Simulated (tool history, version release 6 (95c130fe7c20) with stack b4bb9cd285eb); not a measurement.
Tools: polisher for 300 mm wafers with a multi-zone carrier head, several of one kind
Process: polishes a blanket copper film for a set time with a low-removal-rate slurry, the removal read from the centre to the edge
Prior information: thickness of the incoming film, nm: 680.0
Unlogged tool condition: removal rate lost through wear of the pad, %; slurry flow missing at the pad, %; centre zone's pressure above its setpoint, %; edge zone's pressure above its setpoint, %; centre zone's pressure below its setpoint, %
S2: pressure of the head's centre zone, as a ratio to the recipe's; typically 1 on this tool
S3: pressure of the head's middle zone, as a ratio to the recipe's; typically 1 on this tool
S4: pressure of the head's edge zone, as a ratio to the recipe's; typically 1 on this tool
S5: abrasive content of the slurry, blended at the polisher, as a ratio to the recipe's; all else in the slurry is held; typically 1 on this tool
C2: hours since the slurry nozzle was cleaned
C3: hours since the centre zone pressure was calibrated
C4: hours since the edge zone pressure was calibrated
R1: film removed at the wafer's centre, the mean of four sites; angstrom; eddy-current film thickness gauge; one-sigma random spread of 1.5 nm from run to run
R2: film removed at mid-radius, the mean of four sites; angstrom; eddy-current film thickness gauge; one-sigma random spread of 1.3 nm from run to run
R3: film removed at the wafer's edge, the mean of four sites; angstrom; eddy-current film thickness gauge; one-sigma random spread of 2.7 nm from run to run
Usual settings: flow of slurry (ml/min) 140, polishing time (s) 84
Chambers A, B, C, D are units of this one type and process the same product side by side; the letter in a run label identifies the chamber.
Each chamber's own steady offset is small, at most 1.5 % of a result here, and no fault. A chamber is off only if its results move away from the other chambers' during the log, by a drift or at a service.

{"hour": 1.9, "done": "chamber A: worn pad replaced by a new one"}
{"run": "1B", "hour": 12.7, "flow of slurry (ml/min)": 140, "S2": 1, "S3": 1, "S4": 1, "S5": 1, "polishing time (s)": 84, "wafers polished on this pad": 458, "C2": 187.5, "C3": 274.6, "C4": 1011.7, "R1": 1893.9, "R2": 1866.1, "R3": 1896.8}
{"run": "2D", "hour": 22.8, "flow of slurry (ml/min)": 140, "S2": 1, "S3": 1, "S4": 1, "S5": 1, "polishing time (s)": 84, "wafers polished on this pad": 485, "C2": 448, "C3": 205.6, "C4": 244, "R1": 1904, "R2": 1874.8, "R3": 1887.8}
{"run": "3C", "hour": 35.9, "flow of slurry (ml/min)": 140, "S2": 1, "S3": 1, "S4": 1, "S5": 1, "polishing time (s)": 84, "wafers polished on this pad": 1078, "C2": 204.2, "C3": 261.6, "C4": 454.3, "R1": 1856.7, "R2": 1887.4, "R3": 1887.5}
{"run": "4A", "hour": 42.5, "flow of slurry (ml/min)": 140, "S2": 1, "S3": 1, "S4": 1, "S5": 1, "polishing time (s)": 84, "wafers polished on this pad": 554, "C2": 164, "C3": 809.9, "C4": 999.7, "R1": 1854.5, "R2": 1880.7, "R3": 1926.3}
{"run": "5A", "hour": 51.2, "flow of slurry (ml/min)": 140, "S2": 1, "S3": 1, "S4": 1, "S5": 1, "polishing time (s)": 84, "wafers polished on this pad": 672, "C2": 172.7, "C3": 818.6, "C4": 1008.4, "R1": 1872.5, "R2": 1848.6, "R3": 1910.1}
{"run": "6B", "hour": 62.0, "flow of slurry (ml/min)": 140, "S2": 1, "S3": 1, "S4": 1, "S5": 1, "polishing time (s)": 84, "wafers polished on this pad": 1130, "C2": 236.8, "C3": 323.9, "C4": 1061, "R1": 1863.3, "R2": 1863.6, "R3": 1819.9}
{"hour": 65.2, "done": "chamber B: centre zone pressure recalibrated"}
{"hour": 65.5, "done": "chamber C: worn pad replaced by a new one"}
{"run": "7D", "hour": 68.5, "flow of slurry (ml/min)": 140, "S2": 1, "S3": 1, "S4": 1, "S5": 1, "polishing time (s)": 84, "wafers polished on this pad": 1108, "C2": 493.7, "C3": 251.3, "C4": 289.7, "R1": 1885.6, "R2": 1887.7, "R3": 1915.9}
{"hour": 70.2, "done": "chamber B: worn pad replaced by a new one"}
{"run": "8C", "hour": 81.8, "flow of slurry (ml/min)": 140, "S2": 1, "S3": 1, "S4": 1, "S5": 1, "polishing time (s)": 84, "wafers polished on this pad": 223, "C2": 250.1, "C3": 307.5, "C4": 500.2, "R1": 1839.1, "R2": 1897.3, "R3": 1876.6}
{"hour": 83.5, "done": "chamber D: worn pad replaced by a new one"}
{"run": "9C", "hour": 88.8, "flow of slurry (ml/min)": 140, "S2": 1, "S3": 1, "S4": 1, "S5": 1, "polishing time (s)": 84, "wafers polished on this pad": 318, "C2": 257.1, "C3": 314.5, "C4": 507.2, "R1": 1854.8, "R2": 1870.5, "R3": 1885.2}
{"run": "10D", "hour": 96.6, "flow of slurry (ml/min)": 140, "S2": 1, "S3": 1, "S4": 1.04, "S5": 1, "polishing time (s)": 106, "wafers polished on this pad": 179, "C2": 521.8, "C3": 279.4, "C4": 317.8, "R1": 2345, "R2": 2396.3, "R3": 2448.9}
{"hour": 107.0, "done": "chamber A: worn pad replaced by a new one"}
{"run": "11A", "hour": 108.8, "flow of slurry (ml/min)": 140, "S2": 1, "S3": 1, "S4": 1.04, "S5": 1, "polishing time (s)": 106, "wafers polished on this pad": 24, "C2": 230.3, "C3": 876.2, "C4": 1066, "R1": 2328.2, "R2": 2381.4, "R3": 2433.5}
{"run": "12B", "hour": 117.8, "flow of slurry (ml/min)": 140, "S2": 1, "S3": 1, "S4": 1.04, "S5": 1, "polishing time (s)": 106, "wafers polished on this pad": 649, "C2": 292.6, "C3": 52.7, "C4": 1116.8, "R1": 2359, "R2": 2358.7, "R3": 2440.4}
{"run": "13A", "hour": 130.6, "flow of slurry (ml/min)": 140, "S2": 1, "S3": 1, "S4": 1.04, "S5": 1, "polishing time (s)": 106, "wafers polished on this pad": 322, "C2": 252.1, "C3": 898, "C4": 1087.8, "R1": 2331.3, "R2": 2351.1, "R3": 2438}
{"run": "14C", "hour": 143.2, "flow of slurry (ml/min)": 140, "S2": 1, "S3": 1, "S4": 1, "S5": 1, "polishing time (s)": 84, "wafers polished on this pad": 1060, "C2": 311.5, "C3": 368.9, "C4": 561.6, "R1": 1874.8, "R2": 1928.2, "R3": 1873}
{"hour": 145.4, "done": "chamber B: worn pad replaced by a new one"}
{"run": "15D", "hour": 152.6, "flow of slurry (ml/min)": 140, "S2": 1, "S3": 1, "S4": 1, "S5": 1, "polishing time (s)": 84, "wafers polished on this pad": 942, "C2": 577.8, "C3": 335.4, "C4": 373.8, "R1": 1864.5, "R2": 1873.2, "R3": 1863.7}
{"run": "16B", "hour": 163.0, "flow of slurry (ml/min)": 140, "S2": 1, "S3": 1, "S4": 1, "S5": 1, "polishing time (s)": 84, "wafers polished on this pad": 240, "C2": 337.8, "C3": 97.9, "C4": 1162, "R1": 1884.8, "R2": 1867.9, "R3": 1917.2}
{"hour": 169.5, "done": "chamber C: slurry nozzle cleaned"}
{"run": "17C", "hour": 176.7, "flow of slurry (ml/min)": 140, "S2": 1, "S3": 1, "S4": 1, "S5": 1, "polishing time (s)": 84, "wafers polished on this pad": 1517, "C2": 7.2, "C3": 402.4, "C4": 595.1, "R1": 1862.1, "R2": 1896.8, "R3": 1834.5}
{"hour": 179.7, "done": "chamber D: worn pad replaced by a new one"}
{"hour": 180.1, "done": "chamber C: worn pad replaced by a new one"}
{"run": "18A", "hour": 189.4, "flow of slurry (ml/min)": 140, "S2": 1.06, "S3": 1, "S4": 1, "S5": 0.8, "polishing time (s)": 84, "wafers polished on this pad": 1123, "C2": 310.9, "C3": 956.8, "C4": 1146.6, "R1": 1906.7, "R2": 1775.2, "R3": 1858.2}
{"run": "19B", "hour": 199.5, "flow of slurry (ml/min)": 140, "S2": 1.06, "S3": 1, "S4": 1, "S5": 0.8, "polishing time (s)": 84, "wafers polished on this pad": 738, "C2": 374.3, "C3": 134.4, "C4": 1198.5, "R1": 1836.6, "R2": 1765.9, "R3": 1751.4}
{"hour": 211.4, "done": "chamber A: worn pad replaced by a new one"}
{"run": "20D", "hour": 212.7, "flow of slurry (ml/min)": 140, "S2": 1.06, "S3": 1, "S4": 1, "S5": 0.8, "polishing time (s)": 84, "wafers polished on this pad": 450, "C2": 637.9, "C3": 395.5, "C4": 433.9, "R1": 1924.6, "R2": 1779.3, "R3": 1779.6}
{"run": "21B", "hour": 220.0, "flow of slurry (ml/min)": 140, "S2": 1.06, "S3": 1, "S4": 1, "S5": 0.8, "polishing time (s)": 84, "wafers polished on this pad": 1018, "C2": 394.8, "C3": 154.9, "C4": 1219, "R1": 1837.9, "R2": 1749, "R3": 1778.2}
{"run": "22D", "hour": 230.9, "flow of slurry (ml/min)": 90, "S2": 1, "S3": 1, "S4": 0.9, "S5": 1, "polishing time (s)": 84, "wafers polished on this pad": 698, "C2": 656.1, "C3": 413.7, "C4": 452.1, "R1": 1638.1, "R2": 1677.6, "R3": 1657.8}
{"hour": 242.0, "done": "chamber B: worn pad replaced by a new one"}
{"run": "23A", "hour": 243.5, "flow of slurry (ml/min)": 90, "S2": 1, "S3": 1, "S4": 0.9, "S5": 1, "polishing time (s)": 84, "wafers polished on this pad": 437, "C2": 365, "C3": 1010.9, "C4": 1200.7, "R1": 1614.7, "R2": 1666.3, "R3": 1666.2}
{"run": "24C", "hour": 257.5, "flow of slurry (ml/min)": 90, "S2": 1, "S3": 1, "S4": 0.9, "S5": 1, "polishing time (s)": 84, "wafers polished on this pad": 1055, "C2": 88, "C3": 483.2, "C4": 675.9, "R1": 1642.6, "R2": 1696, "R3": 1665.6}
{"run": "25C", "hour": 266.1, "flow of slurry (ml/min)": 90, "S2": 1, "S3": 1, "S4": 0.9, "S5": 1, "polishing time (s)": 84, "wafers polished on this pad": 1172, "C2": 96.6, "C3": 491.8, "C4": 684.5, "R1": 1632.3, "R2": 1679.4, "R3": 1647.3}
{"hour": 276.9, "done": "chamber C: worn pad replaced by a new one"}
{"hour": 277.8, "done": "chamber D: worn pad replaced by a new one"}
{"run": "26D", "hour": 277.8, "flow of slurry (ml/min)": 140, "S2": 1, "S3": 1, "S4": 1, "S5": 1, "polishing time (s)": 84, "wafers polished on this pad": 0, "C2": 703, "C3": 460.6, "C4": 499, "R1": 1902.6, "R2": 1874.6, "R3": 1889.6}
{"run": "27A", "hour": 292.2, "flow of slurry (ml/min)": 140, "S2": 1, "S3": 1, "S4": 1, "S5": 1, "polishing time (s)": 84, "wafers polished on this pad": 1101, "C2": 413.7, "C3": 1059.6, "C4": 1249.4, "R1": 1870.6, "R2": 1892.1, "R3": 1895.6}
{"hour": 295.7, "done": "chamber A: worn pad replaced by a new one"}
{"run": "28B", "hour": 299.1, "flow of slurry (ml/min)": 140, "S2": 1, "S3": 0.92, "S4": 1, "S5": 1, "polishing time (s)": 84, "wafers polished on this pad": 778, "C2": 473.9, "C3": 234, "C4": 1298.1, "R1": 1787.3, "R2": 1659.5, "R3": 1826.3}
{"run": "29C", "hour": 306.5, "flow of slurry (ml/min)": 140, "S2": 1, "S3": 0.92, "S4": 1, "S5": 1, "polishing time (s)": 84, "wafers polished on this pad": 404, "C2": 137, "C3": 532.2, "C4": 724.9, "R1": 1876.4, "R2": 1761.5, "R3": 1865.5}
{"run": "30B", "hour": 320.1, "flow of slurry (ml/min)": 140, "S2": 1, "S3": 0.92, "S4": 1, "S5": 1, "polishing time (s)": 84, "wafers polished on this pad": 1064, "C2": 494.9, "C3": 255, "C4": 1319.1, "R1": 1762.1, "R2": 1674.5, "R3": 1814.3}
{"run": "31D", "hour": 332.2, "flow of slurry (ml/min)": 140, "S2": 1, "S3": 0.92, "S4": 1, "S5": 1, "polishing time (s)": 84, "wafers polished on this pad": 742, "C2": 757.4, "C3": 515, "C4": 553.4, "R1": 1855.4, "R2": 1744.1, "R3": 1891.1}
{"hour": 337.0, "done": "chamber B: worn pad replaced by a new one"}
{"run": "32A", "hour": 345.8, "flow of slurry (ml/min)": 140, "S2": 1, "S3": 1, "S4": 1, "S5": 1, "polishing time (s)": 84, "wafers polished on this pad": 683, "C2": 467.3, "C3": 1113.2, "C4": 1303, "R1": 1852.9, "R2": 1869.5, "R3": 1865.3}
{"run": "33A", "hour": 354.2, "flow of slurry (ml/min)": 140, "S2": 1, "S3": 1, "S4": 1, "S5": 1, "polishing time (s)": 84, "wafers polished on this pad": 797, "C2": 475.7, "C3": 1121.6, "C4": 1311.4, "R1": 1822.6, "R2": 1858.6, "R3": 1842}
{"run": "34D", "hour": 368.2, "flow of slurry (ml/min)": 140, "S2": 1, "S3": 1, "S4": 1, "S5": 1, "polishing time (s)": 84, "wafers polished on this pad": 1233, "C2": 793.4, "C3": 551, "C4": 589.4, "R1": 1875.3, "R2": 1898.7, "R3": 1863.7}
{"hour": 370.0, "done": "chamber C: worn pad replaced by a new one"}
{"hour": 375.3, "done": "chamber D: worn pad replaced by a new one"}
{"run": "35B", "hour": 376.6, "flow of slurry (ml/min)": 140, "S2": 1, "S3": 1, "S4": 0.95, "S5": 1, "polishing time (s)": 84, "wafers polished on this pad": 540, "C2": 551.4, "C3": 311.5, "C4": 1375.6, "R1": 1722.8, "R2": 1737.3, "R3": 1768.4}
{"hour": 378.3, "done": "chamber A: slurry nozzle cleaned"}
{"hour": 384.2, "done": "chamber A: edge zone pressure recalibrated"}
{"run": "36C", "hour": 384.5, "flow of slurry (ml/min)": 140, "S2": 1, "S3": 1, "S4": 0.95, "S5": 1, "polishing time (s)": 84, "wafers polished on this pad": 198, "C2": 215, "C3": 610.2, "C4": 802.9, "R1": 1860.5, "R2": 1897.9, "R3": 1818.9}
{"hour": 388.9, "done": "chamber A: worn pad replaced by a new one"}
{"run": "37C", "hour": 393.4, "flow of slurry (ml/min)": 140, "S2": 1, "S3": 1, "S4": 0.95, "S5": 1, "polishing time (s)": 84, "wafers polished on this pad": 320, "C2": 223.9, "C3": 619.1, "C4": 811.8, "R1": 1856.4, "R2": 1912.1, "R3": 1856.2}
{"run": "38B", "hour": 407.5, "flow of slurry (ml/min)": 140, "S2": 1, "S3": 1, "S4": 0.95, "S5": 1, "polishing time (s)": 84, "wafers polished on this pad": 961, "C2": 582.3, "C3": 342.4, "C4": 1406.5, "R1": 1720.2, "R2": 1745.7, "R3": 1718.9}
{"run": "39A", "hour": 416.9, "flow of slurry (ml/min)": 140, "S2": 1, "S3": 1, "S4": 1, "S5": 1, "polishing time (s)": 84, "wafers polished on this pad": 382, "C2": 38.7, "C3": 1184.3, "C4": 32.7, "R1": 1831.2, "R2": 1863.8, "R3": 1896}
{"run": "40D", "hour": 429.1, "flow of slurry (ml/min)": 140, "S2": 1.09, "S3": 1, "S4": 1.1, "S5": 1, "polishing time (s)": 84, "wafers polished on this pad": 734, "C2": 854.3, "C3": 611.9, "C4": 650.3, "R1": 2057, "R2": 1892.3, "R3": 2014.1}

The same settings go to every chamber for the next run, one line per chamber below. Forecast the results for each:
{"run": "41A", "hour": 439.6, "flow of slurry (ml/min)": 140, "S2": 1, "S3": 1, "S4": 1, "S5": 0.7, "polishing time (s)": 84, "R1": "?", "R2": "?", "R3": "?"}
{"run": "41B", "hour": 439.6, "flow of slurry (ml/min)": 140, "S2": 1, "S3": 1, "S4": 1, "S5": 0.7, "polishing time (s)": 84, "R1": "?", "R2": "?", "R3": "?"}
{"run": "41C", "hour": 439.6, "flow of slurry (ml/min)": 140, "S2": 1, "S3": 1, "S4": 1, "S5": 0.7, "polishing time (s)": 84, "R1": "?", "R2": "?", "R3": "?"}
{"run": "41D", "hour": 439.6, "flow of slurry (ml/min)": 140, "S2": 1, "S3": 1, "S4": 1, "S5": 0.7, "polishing time (s)": 84, "R1": "?", "R2": "?", "R3": "?"}

run=41A R1=1729.1 R2=1741.7 R3=1762.6
run=41B R1=1574.2 R2=1594.6 R3=1642.2
run=41C R1=1691.8 R2=1729.6 R3=1691.1
run=41D R1=1751.6 R2=1751.6 R3=1735.4
